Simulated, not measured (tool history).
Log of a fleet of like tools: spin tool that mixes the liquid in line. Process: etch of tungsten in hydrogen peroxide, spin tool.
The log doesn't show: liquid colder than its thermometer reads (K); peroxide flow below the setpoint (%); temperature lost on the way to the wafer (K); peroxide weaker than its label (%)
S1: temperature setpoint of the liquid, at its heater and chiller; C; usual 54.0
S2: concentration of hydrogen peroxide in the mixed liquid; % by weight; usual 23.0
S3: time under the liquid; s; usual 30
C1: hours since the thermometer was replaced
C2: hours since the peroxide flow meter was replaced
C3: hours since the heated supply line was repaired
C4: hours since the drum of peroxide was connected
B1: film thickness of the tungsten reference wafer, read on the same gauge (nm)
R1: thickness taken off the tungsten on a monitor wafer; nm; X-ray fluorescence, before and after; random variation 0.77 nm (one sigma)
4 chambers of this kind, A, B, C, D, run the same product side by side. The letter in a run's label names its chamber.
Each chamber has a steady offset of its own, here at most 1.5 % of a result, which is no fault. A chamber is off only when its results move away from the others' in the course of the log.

{"run": "1B", "hour": 9.1, "S1": 54.0, "S2": 23.0, "S3": 30, "C1": 403.6, "C2": 1038.7, "C3": 2375.5, "C4": 1090.0, "B1": 129.99, "R1": 112.43}
{"run": "2D", "hour": 16.5, "S1": 54.0, "S2": 23.0, "S3": 30, "C1": 2076.3, "C2": 215.4, "C3": 972.2, "C4": 234.4, "B1": 129.98, "R1": 115.52}
{"run": "3C", "hour": 23.6, "S1": 54.0, "S2": 23.0, "S3": 30, "C1": 130.8, "C2": 156.9, "C3": 1221.6, "C4": 434.1, "B1": 130.0, "R1": 113.26}
{"run": "4A", "hour": 31.2, "S1": 54.0, "S2": 23.0, "S3": 30, "C1": 1277.8, "C2": 380.2, "C3": 188.9, "C4": 293.0, "B1": 130.0, "R1": 115.27}
{"run": "5D", "hour": 39.8, "S1": 54.0, "S2": 23.0, "S3": 30, "C1": 2099.6, "C2": 238.7, "C3": 995.5, "C4": 257.7, "B1": 129.99, "R1": 115.85}
{"hour": 43.9, "done": "chamber D: thermometer replaced"}
{"run": "6A", "hour": 46.6, "S1": 54.0, "S2": 23.0, "S3": 30, "C1": 1293.2, "C2": 395.6, "C3": 204.3, "C4": 308.4, "B1": 129.99, "R1": 115.46}
{"run": "7B", "hour": 52.6, "S1": 54.0, "S2": 23.0, "S3": 30, "C1": 447.1, "C2": 1082.2, "C3": 2419.0, "C4": 1133.5, "B1": 130.02, "R1": 112.88}
{"run": "8C", "hour": 57.7, "S1": 44.5, "S2": 23.0, "S3": 30, "C1": 164.9, "C2": 191.0, "C3": 1255.7, "C4": 468.2, "B1": 130.02, "R1": 63.34}
{"run": "9B", "hour": 67.7, "S1": 44.5, "S2": 23.0, "S3": 30, "C1": 462.2, "C2": 1097.3, "C3": 2434.1, "C4": 1148.6, "B1": 130.0, "R1": 63.089}
{"run": "10D", "hour": 73.3, "S1": 44.5, "S2": 23.0, "S3": 30, "C1": 29.5, "C2": 272.2, "C3": 1029.0, "C4": 291.2, "B1": 130.0, "R1": 65.398}
{"run": "11A", "hour": 80.7, "S1": 44.5, "S2": 23.0, "S3": 30, "C1": 1327.3, "C2": 429.7, "C3": 238.4, "C4": 342.5, "B1": 129.98, "R1": 63.636}
{"run": "12C", "hour": 86.3, "S1": 54.0, "S2": 23.0, "S3": 30, "C1": 193.5, "C2": 219.6, "C3": 1284.3, "C4": 496.8, "B1": 130.0, "R1": 112.93}
{"run": "13B", "hour": 91.4, "S1": 54.0, "S2": 26.5, "S3": 30, "C1": 485.9, "C2": 1121.0, "C3": 2457.8, "C4": 1172.3, "B1": 129.98, "R1": 118.38}
{"run": "14D", "hour": 96.4, "S1": 54.0, "S2": 26.5, "S3": 30, "C1": 52.6, "C2": 295.3, "C3": 1052.1, "C4": 314.3, "B1": 130.0, "R1": 123.85}
{"run": "15A", "hour": 105.2, "S1": 54.0, "S2": 26.5, "S3": 30, "C1": 1351.8, "C2": 454.2, "C3": 262.9, "C4": 367.0, "B1": 130.0, "R1": 124.32}
{"hour": 111.3, "done": "chamber C: new drum of peroxide connected"}
{"run": "16C", "hour": 114.0, "S1": 54.0, "S2": 26.5, "S3": 30, "C1": 221.2, "C2": 247.3, "C3": 1312.0, "C4": 2.8, "B1": 130.0, "R1": 122.44}
{"run": "17B", "hour": 122.1, "S1": 54.0, "S2": 23.0, "S3": 30, "C1": 516.6, "C2": 1151.7, "C3": 2488.5, "C4": 1203.0, "B1": 129.97, "R1": 109.57}
{"run": "18D", "hour": 129.6, "S1": 54.0, "S2": 23.0, "S3": 30, "C1": 85.8, "C2": 328.5, "C3": 1085.3, "C4": 347.5, "B1": 129.98, "R1": 115.89}
{"run": "19C", "hour": 135.3, "S1": 54.0, "S2": 23.0, "S3": 30, "C1": 242.5, "C2": 268.6, "C3": 1333.3, "C4": 24.1, "B1": 130.0, "R1": 115.52}
{"run": "20A", "hour": 141.8, "S1": 54.0, "S2": 23.0, "S3": 30, "C1": 1388.4, "C2": 490.8, "C3": 299.5, "C4": 403.6, "B1": 130.0, "R1": 114.55}
{"run": "21B", "hour": 151.2, "S1": 54.0, "S2": 23.0, "S3": 30, "C1": 545.7, "C2": 1180.8, "C3": 2517.6, "C4": 1232.1, "B1": 129.99, "R1": 109.08}
{"hour": 156.8, "done": "chamber B: new drum of peroxide connected"}
{"run": "22D", "hour": 157.1, "S1": 54.0, "S2": 23.0, "S3": 30, "C1": 113.3, "C2": 356.0, "C3": 1112.8, "C4": 375.0, "B1": 129.99, "R1": 115.13}
{"run": "23C", "hour": 165.8, "S1": 54.0, "S2": 23.0, "S3": 30, "C1": 273.0, "C2": 299.1, "C3": 1363.8, "C4": 54.6, "B1": 129.99, "R1": 113.95}
{"run": "24A", "hour": 175.2, "S1": 54.0, "S2": 23.0, "S3": 30, "C1": 1421.8, "C2": 524.2, "C3": 332.9, "C4": 437.0, "B1": 130.02, "R1": 114.66}
{"hour": 181.2, "done": "chamber B: peroxide flow meter replaced"}
{"run": "25B", "hour": 183.5, "S1": 54.0, "S2": 23.0, "S3": 30, "C1": 578.0, "C2": 2.3, "C3": 2549.9, "C4": 26.7, "B1": 130.01, "R1": 108.37}
{"run": "26D", "hour": 193.6, "S1": 45.5, "S2": 17.0, "S3": 30, "C1": 149.8, "C2": 392.5, "C3": 1149.3, "C4": 411.5, "B1": 130.0, "R1": 59.984}
{"run": "27A", "hour": 202.6, "S1": 45.5, "S2": 17.0, "S3": 30, "C1": 1449.2, "C2": 551.6, "C3": 360.3, "C4": 464.4, "B1": 130.01, "R1": 58.694}
{"run": "28C", "hour": 209.8, "S1": 45.5, "S2": 17.0, "S3": 30, "C1": 317.0, "C2": 343.1, "C3": 1407.8, "C4": 98.6, "B1": 129.99, "R1": 58.067}
{"run": "29D", "hour": 219.0, "S1": 45.5, "S2": 17.0, "S3": 30, "C1": 175.2, "C2": 417.9, "C3": 1174.7, "C4": 436.9, "B1": 129.98, "R1": 59.489}
{"run": "30C", "hour": 227.9, "S1": 54.0, "S2": 23.0, "S3": 30, "C1": 335.1, "C2": 361.2, "C3": 1425.9, "C4": 116.7, "B1": 130.0, "R1": 113.29}
{"run": "31B", "hour": 238.8, "S1": 54.0, "S2": 23.0, "S3": 30, "C1": 633.3, "C2": 57.6, "C3": 2605.2, "C4": 82.0, "B1": 130.0, "R1": 106.02}
{"run": "32A", "hour": 244.4, "S1": 54.0, "S2": 23.0, "S3": 30, "C1": 1491.0, "C2": 593.4, "C3": 402.1, "C4": 506.2, "B1": 130.01, "R1": 113.7}
{"run": "33A", "hour": 251.8, "S1": 54.0, "S2": 23.0, "S3": 30, "C1": 1498.4, "C2": 600.8, "C3": 409.5, "C4": 513.6, "B1": 130.01, "R1": 115.04}
{"run": "34B", "hour": 256.9, "S1": 54.0, "S2": 23.0, "S3": 30, "C1": 651.4, "C2": 75.7, "C3": 2623.3, "C4": 100.1, "B1": 129.99, "R1": 104.81}
{"run": "35D", "hour": 265.3, "S1": 54.0, "S2": 23.0, "S3": 30, "C1": 221.5, "C2": 464.2, "C3": 1221.0, "C4": 483.2, "B1": 129.98, "R1": 115.1}
{"run": "36C", "hour": 274.1, "S1": 54.0, "S2": 23.0, "S3": 40, "C1": 381.3, "C2": 407.4, "C3": 1472.1, "C4": 162.9, "B1": 130.0, "R1": 152.37}
{"hour": 279.6, "done": "chamber A: thermometer replaced"}
{"run": "37A", "hour": 281.8, "S1": 54.0, "S2": 23.0, "S3": 40, "C1": 2.3, "C2": 630.8, "C3": 439.5, "C4": 543.6, "B1": 130.01, "R1": 150.2}

All 4 chambers run these settings next. Forecast each chamber's results:
{"run": "38A", "hour": 289.6, "S1": 54.0, "S2": 20.5, "S3": 30, "R1": "?"}
{"run": "38B", "hour": 289.6, "S1": 54.0, "S2": 20.5, "S3": 30, "R1": "?"}
{"run": "38C", "hour": 289.6, "S1": 54.0, "S2": 20.5, "S3": 30, "R1": "?"}
{"run": "38D", "hour": 289.6, "S1": 54.0, "S2": 20.5, "S3": 30, "R1": "?"}

run=38A R1=107.630
run=38B R1=98.161
run=38C R1=107.520
run=38D R1=109.560
